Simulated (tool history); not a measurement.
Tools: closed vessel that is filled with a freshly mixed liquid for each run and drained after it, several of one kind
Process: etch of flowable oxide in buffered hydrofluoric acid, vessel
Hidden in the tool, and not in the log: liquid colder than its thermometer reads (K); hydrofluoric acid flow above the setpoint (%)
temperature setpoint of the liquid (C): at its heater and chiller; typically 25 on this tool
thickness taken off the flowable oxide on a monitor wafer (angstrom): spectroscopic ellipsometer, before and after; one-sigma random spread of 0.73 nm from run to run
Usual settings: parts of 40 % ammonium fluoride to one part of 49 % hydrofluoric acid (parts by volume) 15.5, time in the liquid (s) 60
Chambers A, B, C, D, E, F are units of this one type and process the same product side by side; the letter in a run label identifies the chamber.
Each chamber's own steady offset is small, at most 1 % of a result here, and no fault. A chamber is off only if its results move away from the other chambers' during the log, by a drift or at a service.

run	hour	temperature setpoint of the liquid (C)	parts of 40 % ammonium fluoride to one part of 49 % hydrofluoric acid (parts by volume)	time in the liquid (s)	hours since the thermometer was replaced	hours since the hydrofluoric acid flow meter was replaced	read-back film thickness of the flowable oxide reference wafer, read on the same gauge (nm)	thickness taken off the flowable oxide on a monitor wafer (angstrom)
1F	7.7	25	15.5	60	827.8	1263.2	120	983.9
2D	19.1	25	15.5	60	100.7	1268.1	119.99	976.06
3B	29.8	25	15.5	60	97.2	251.6	120.01	991.51
4A	36.3	25	15.5	60	119.9	308.4	120	978.72
5E	43.8	25	15.5	60	478.4	63.7	119.98	976.87
6C	50.2	25	15.5	60	1628.7	547.8	120.01	976.83
7A	59.7	23.5	15.5	80	143.3	331.8	120.04	1196.8
8D	65.6	23.5	15.5	80	147.2	1314.6	119.96	1213.9
9F	73.1	23.5	15.5	80	893.2	1328.6	120	1195.9
10B	79.1	23.5	15.5	80	146.5	300.9	120.02	1215
11C	88.6	23.5	15.5	80	1667.1	586.2	120.03	1188.2
# hour 94.4: chamber C: hydrofluoric acid flow meter replaced
12E	97.6	23.5	15.5	80	532.2	117.5	120.03	1198.5
13F	106.3	25	15.5	60	926.4	1361.8	119.98	975.64
14A	119	25	18.5	90	202.6	391.1	120.01	1212.1
15C	129.2	25	18.5	90	1707.7	34.8	120	1226.2
16E	140	25	18.5	90	574.6	159.9	120.01	1235.1
17D	150.1	25	18.5	90	231.7	1399.1	120.01	1241.6
18B	161.9	25	18.5	90	229.3	383.7	119.99	1235.7
19A	172.9	25	18.5	90	256.5	445	119.99	1231.6
20F	185.2	25	15.5	60	1005.3	1440.7	119.99	979.17
# hour 194.9: chamber F: hydrofluoric acid flow meter replaced
21D	195.4	25	15.5	60	277	1444.4	120.01	976.86
22C	202.5	25	15.5	60	1781	108.1	120.01	975.22
23E	211.2	25	15.5	60	645.8	231.1	119.98	962.7
24B	217.7	25	15.5	60	285.1	439.5	119.98	984.18
25F	228.2	25	15.5	60	1048.3	33.3	120	980.26
26C	238.1	25	15.5	60	1816.6	143.7	119.99	953.96
27E	249.5	25	15.5	60	684.1	269.4	120.03	984.63
28A	259.9	25	15.5	60	343.5	532	120.03	976.82
29B	268.5	25	15.5	60	335.9	490.3	119.99	993.84
30D	278.5	25	15.5	60	360.1	1527.5	119.98	980.78
31A	286.8	25	15.5	60	370.4	558.9	120.02	984.36
32C	293.5	25	19	85	1872	199.1	120	1129.4
33E	301	25	19	85	735.6	320.9	120.01	1134.3
34B	313.6	25	19	85	381	535.4	119.99	1131
35D	323.9	25	19	85	405.5	1572.9	120.02	1141.2
36F	336.2	25	19	85	1156.3	141.3	119.99	1144.6
37B	344.9	25	19	85	412.3	566.7	120.02	1136.1
38F	355.4	25	15.5	60	1175.5	160.5	120	977.21
39E	364.9	25	15.5	60	799.5	384.8	119.97	991.28
40C	375.2	25	15.5	60	1953.7	280.8	119.98	981.52
# hour 377.5: chamber D: hydrofluoric acid flow meter replaced
41D	387.3	25	15.5	60	468.9	9.8	120.04	982.93
42A	394.7	25	15.5	60	478.3	666.8	120	969.12
43A	401.6	25	15.5	60	485.2	673.7	119.99	980.47

One chamber off, gauge drift, or nothing amiss beyond the chambers' own small offsets? If it is a chamber, which one, and what is the likeliest cause?

All chambers stay in line apart from their small fixed offsets, and the gauge does not drift.
